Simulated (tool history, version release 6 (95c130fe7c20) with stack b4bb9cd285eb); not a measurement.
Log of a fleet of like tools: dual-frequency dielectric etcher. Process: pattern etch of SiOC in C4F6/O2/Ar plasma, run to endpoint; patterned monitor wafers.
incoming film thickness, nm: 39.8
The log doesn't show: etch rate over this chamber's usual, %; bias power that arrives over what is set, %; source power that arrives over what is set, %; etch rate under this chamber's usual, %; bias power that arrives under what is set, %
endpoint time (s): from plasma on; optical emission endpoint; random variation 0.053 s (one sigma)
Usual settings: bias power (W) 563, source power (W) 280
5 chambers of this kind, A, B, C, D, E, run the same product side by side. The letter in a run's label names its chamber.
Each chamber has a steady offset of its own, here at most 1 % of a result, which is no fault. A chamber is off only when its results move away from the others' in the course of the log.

| run | hour | bias power (W) | source power (W) | hours since the last wet clean | hours since the last bias power generator calibration | hours since the last source power generator calibration | endpoint time (s) |
|---|---|---|---|---|---|---|---|
|  | 9.3 | chamber E: bias power generator calibrated |
| 1E | 10.3 | 563 | 280 | 393.0 | 1.0 | 2189.9 | 14.457 |
| 2D | 18.7 | 563 | 280 | 252.2 | 2023.2 | 1662.1 | 14.508 |
| 3A | 27.2 | 563 | 280 | 505.5 | 1086.2 | 1025.0 | 14.461 |
|  | 34.4 | chamber E: wet clean of the chamber |
| 4B | 39.3 | 563 | 280 | 495.6 | 703.7 | 647.0 | 14.522 |
| 5C | 52.7 | 563 | 280 | 295.5 | 1025.4 | 1802.2 | 14.600 |
| 6A | 64.8 | 563 | 280 | 543.1 | 1123.8 | 1062.6 | 14.360 |
|  | 70.2 | chamber D: bias power generator calibrated |
| 7C | 71.9 | 563 | 340 | 314.7 | 1044.6 | 1821.4 | 13.523 |
| 8B | 80.3 | 563 | 340 | 536.6 | 744.7 | 688.0 | 13.645 |
|  | 92.6 | chamber D: wet clean of the chamber |
| 9E | 93.7 | 563 | 340 | 59.4 | 84.4 | 2273.3 | 13.498 |
| 10D | 102.0 | 563 | 340 | 9.5 | 31.8 | 1745.4 | 13.594 |
|  | 106.5 | chamber A: wet clean of the chamber |
| 11E | 117.3 | 563 | 340 | 83.0 | 108.0 | 2296.9 | 13.486 |
| 12C | 129.2 | 563 | 280 | 372.0 | 1101.9 | 1878.7 | 14.728 |
| 13A | 137.0 | 563 | 280 | 30.5 | 1196.0 | 1134.8 | 14.411 |
| 14B | 144.5 | 563 | 280 | 600.8 | 808.9 | 752.2 | 14.609 |
| 15D | 158.1 | 563 | 280 | 65.6 | 87.9 | 1801.5 | 14.615 |
| 16B | 166.4 | 563 | 280 | 622.7 | 830.8 | 774.1 | 14.589 |
| 17A | 181.7 | 563 | 280 | 75.2 | 1240.7 | 1179.5 | 14.516 |
|  | 187.6 | chamber D: source power generator calibrated |
| 18C | 192.0 | 563 | 280 | 434.8 | 1164.7 | 1941.5 | 14.723 |
|  | 204.7 | chamber B: wet clean of the chamber |
| 19D | 206.8 | 563 | 280 | 114.3 | 136.6 | 19.2 | 14.494 |
| 20E | 216.8 | 563 | 280 | 182.5 | 207.5 | 2396.4 | 14.559 |
| 21C | 231.0 | 563 | 280 | 473.8 | 1203.7 | 1980.5 | 14.733 |
| 22B | 245.2 | 563 | 280 | 40.6 | 909.6 | 852.9 | 14.474 |
| 23A | 256.6 | 563 | 280 | 150.1 | 1315.6 | 1254.4 | 14.387 |
| 24E | 265.8 | 563 | 280 | 231.5 | 256.5 | 2445.4 | 14.394 |
| 25D | 272.9 | 563 | 280 | 180.4 | 202.7 | 85.3 | 14.639 |
| 26E | 282.0 | 563 | 280 | 247.7 | 272.7 | 2461.6 | 14.431 |
| 27D | 289.9 | 563 | 280 | 197.4 | 219.7 | 102.3 | 14.605 |
| 28B | 298.6 | 563 | 280 | 94.0 | 963.0 | 906.3 | 14.592 |
| 29C | 311.3 | 563 | 280 | 554.1 | 1284.0 | 2060.8 | 14.794 |
| 30A | 322.9 | 563 | 280 | 216.4 | 1381.9 | 1320.7 | 14.462 |
| 31D | 337.6 | 563 | 280 | 245.1 | 267.4 | 150.0 | 14.584 |
| 32C | 351.5 | 563 | 280 | 594.3 | 1324.2 | 2101.0 | 14.834 |
| 33E | 364.5 | 563 | 250 | 330.2 | 355.2 | 2544.1 | 15.011 |
| 34A | 375.9 | 563 | 250 | 269.4 | 1434.9 | 1373.7 | 15.171 |
| 35B | 385.7 | 563 | 250 | 181.1 | 1050.1 | 993.4 | 15.137 |

Is one chamber off against the others, does the gauge drift, or is nothing wrong? If a chamber is off, say which, and what the likeliest cause is.

Chamber C drifts away from the others.
Cause: etch rate under this chamber's usual, % = 2.35.
The log may not tell that from: bias power that arrives under what is set, %.

Here are 4 candidates for chamber C's next run, each the usual settings with a change, their results left as question marks. Which one brings its results back in line with what the others give on the usual settings?
In line means no further than this from the other chambers' mean on the usual settings: endpoint time (s) 0.180
| 36C-1 | 396.7 | 524 | 280 |  |  |  | ? |
| 36C-2 | 396.7 | 491 | 280 |  |  |  | ? |
| 36C-3 | 396.7 | 583 | 290 |  |  |  | ? |
| 36C-4 | 396.7 | 600 | 300 |  |  |  | ? |

The other chambers' mean on the usual settings: endpoint time (s) 14.516
| run | endpoint time (s) |
|---|---|
| 36C-1 | 15.298 |
| 36C-2 | 15.675 |
| 36C-3 | 14.502 |
| 36C-4 | 14.166 |
36C-3 brings the chamber back in line.
